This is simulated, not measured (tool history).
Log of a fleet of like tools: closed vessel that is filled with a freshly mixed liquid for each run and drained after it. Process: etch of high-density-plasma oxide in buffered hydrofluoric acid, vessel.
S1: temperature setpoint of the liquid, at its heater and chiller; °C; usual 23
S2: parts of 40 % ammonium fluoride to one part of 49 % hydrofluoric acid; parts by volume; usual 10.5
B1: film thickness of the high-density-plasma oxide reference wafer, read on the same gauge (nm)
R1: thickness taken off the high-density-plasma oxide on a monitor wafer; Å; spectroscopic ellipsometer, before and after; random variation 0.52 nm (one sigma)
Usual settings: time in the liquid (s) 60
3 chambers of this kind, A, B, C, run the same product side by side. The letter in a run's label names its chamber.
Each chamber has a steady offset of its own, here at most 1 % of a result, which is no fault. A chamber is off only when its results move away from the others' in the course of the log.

-- day=0.254 chamber B: thermometer replaced
run 1C day=0.271 | S1=23 S2=10.5 time_in_the_liquid_(s)=60 | B1=69.924 | R1=817.8
run 2A day=0.45 | S1=23 S2=10.5 time_in_the_liquid_(s)=60 | B1=70.009 | R1=811.82
run 3B day=0.658 | S1=23 S2=10.5 time_in_the_liquid_(s)=60 | B1=70.014 | R1=826.21
run 4A day=0.925 | S1=23 S2=10.5 time_in_the_liquid_(s)=60 | B1=70.009 | R1=821.61
run 5B day=1.1 | S1=23 S2=10.5 time_in_the_liquid_(s)=60 | B1=70.034 | R1=829.94
run 6C day=1.392 | S1=26 S2=10.5 time_in_the_liquid_(s)=75 | B1=69.992 | R1=1197
run 7C day=1.688 | S1=26 S2=10.5 time_in_the_liquid_(s)=75 | B1=69.998 | R1=1213.7
run 8B day=1.929 | S1=26 S2=10.5 time_in_the_liquid_(s)=75 | B1=69.997 | R1=1224.5
run 9A day=2.171 | S1=23 S2=10.5 time_in_the_liquid_(s)=60 | B1=69.955 | R1=816.72
run 10B day=2.362 | S1=23 S2=10.5 time_in_the_liquid_(s)=60 | B1=69.95 | R1=823.84
run 11C day=2.554 | S1=21 S2=12 time_in_the_liquid_(s)=60 | B1=69.996 | R1=650.91
-- day=2.567 chamber B: hydrofluoric acid flow meter replaced
run 12A day=2.779 | S1=21 S2=12 time_in_the_liquid_(s)=60 | B1=69.977 | R1=643.78
run 13C day=3.058 | S1=21 S2=12 time_in_the_liquid_(s)=60 | B1=69.974 | R1=654.18
run 14A day=3.196 | S1=23 S2=10.5 time_in_the_liquid_(s)=60 | B1=69.985 | R1=819.74
run 15B day=3.446 | S1=23 S2=10.5 time_in_the_liquid_(s)=60 | B1=69.998 | R1=819.97
run 16C day=3.704 | S1=23 S2=10.5 time_in_the_liquid_(s)=60 | B1=70.007 | R1=839.55
run 17B day=3.962 | S1=23 S2=10.5 time_in_the_liquid_(s)=60 | B1=70.015 | R1=826.6
run 18A day=4.146 | S1=23 S2=10.5 time_in_the_liquid_(s)=60 | B1=70.022 | R1=815.15
run 19C day=4.392 | S1=23 S2=10.5 time_in_the_liquid_(s)=60 | B1=70.037 | R1=842.69
-- day=4.517 chamber C: hydrofluoric acid flow meter replaced
run 20B day=4.658 | S1=23 S2=10.5 time_in_the_liquid_(s)=60 | B1=70.02 | R1=822.02
run 21A day=4.842 | S1=21 S2=13 time_in_the_liquid_(s)=60 | B1=69.98 | R1=594.74
run 22B day=5.125 | S1=21 S2=13 time_in_the_liquid_(s)=60 | B1=70.049 | R1=592.52
run 23C day=5.329 | S1=21 S2=13 time_in_the_liquid_(s)=60 | B1=69.952 | R1=617.53
run 24A day=5.583 | S1=23 S2=10.5 time_in_the_liquid_(s)=60 | B1=69.996 | R1=813.67
run 25C day=5.854 | S1=23 S2=10.5 time_in_the_liquid_(s)=60 | B1=70.006 | R1=843.05
run 26A day=6.008 | S1=23 S2=10.5 time_in_the_liquid_(s)=60 | B1=70.019 | R1=813.54
run 27B day=6.258 | S1=23 S2=10.5 time_in_the_liquid_(s)=30 | B1=69.96 | R1=412.54
run 28B day=6.433 | S1=23 S2=10.5 time_in_the_liquid_(s)=30 | B1=69.947 | R1=406.11
run 29A day=6.642 | S1=23 S2=10.5 time_in_the_liquid_(s)=30 | B1=70.065 | R1=410.38
run 30C day=6.825 | S1=23 S2=10.5 time_in_the_liquid_(s)=60 | B1=69.989 | R1=860.38
run 31A day=7.108 | S1=23 S2=10.5 time_in_the_liquid_(s)=60 | B1=70.013 | R1=817.92
run 32B day=7.308 | S1=25.5 S2=10.5 time_in_the_liquid_(s)=30 | B1=69.962 | R1=471.53
run 33C day=7.517 | S1=25.5 S2=10.5 time_in_the_liquid_(s)=30 | B1=70.061 | R1=489.99
run 34B day=7.812 | S1=25.5 S2=10.5 time_in_the_liquid_(s)=30 | B1=70.031 | R1=466.72
run 35C day=8.092 | S1=23 S2=14 time_in_the_liquid_(s)=75 | B1=69.977 | R1=827.45

All 3 chambers run these settings next. Forecast each chamber's results:
run 36A day=8.317 | S1=18.5 S2=10.5 time_in_the_liquid_(s)=60 | R1=?
run 36B day=8.317 | S1=18.5 S2=10.5 time_in_the_liquid_(s)=60 | R1=?
run 36C day=8.317 | S1=18.5 S2=10.5 time_in_the_liquid_(s)=60 | R1=?

run=36A R1=634.81
run=36B R1=643.63
run=36C R1=680.63

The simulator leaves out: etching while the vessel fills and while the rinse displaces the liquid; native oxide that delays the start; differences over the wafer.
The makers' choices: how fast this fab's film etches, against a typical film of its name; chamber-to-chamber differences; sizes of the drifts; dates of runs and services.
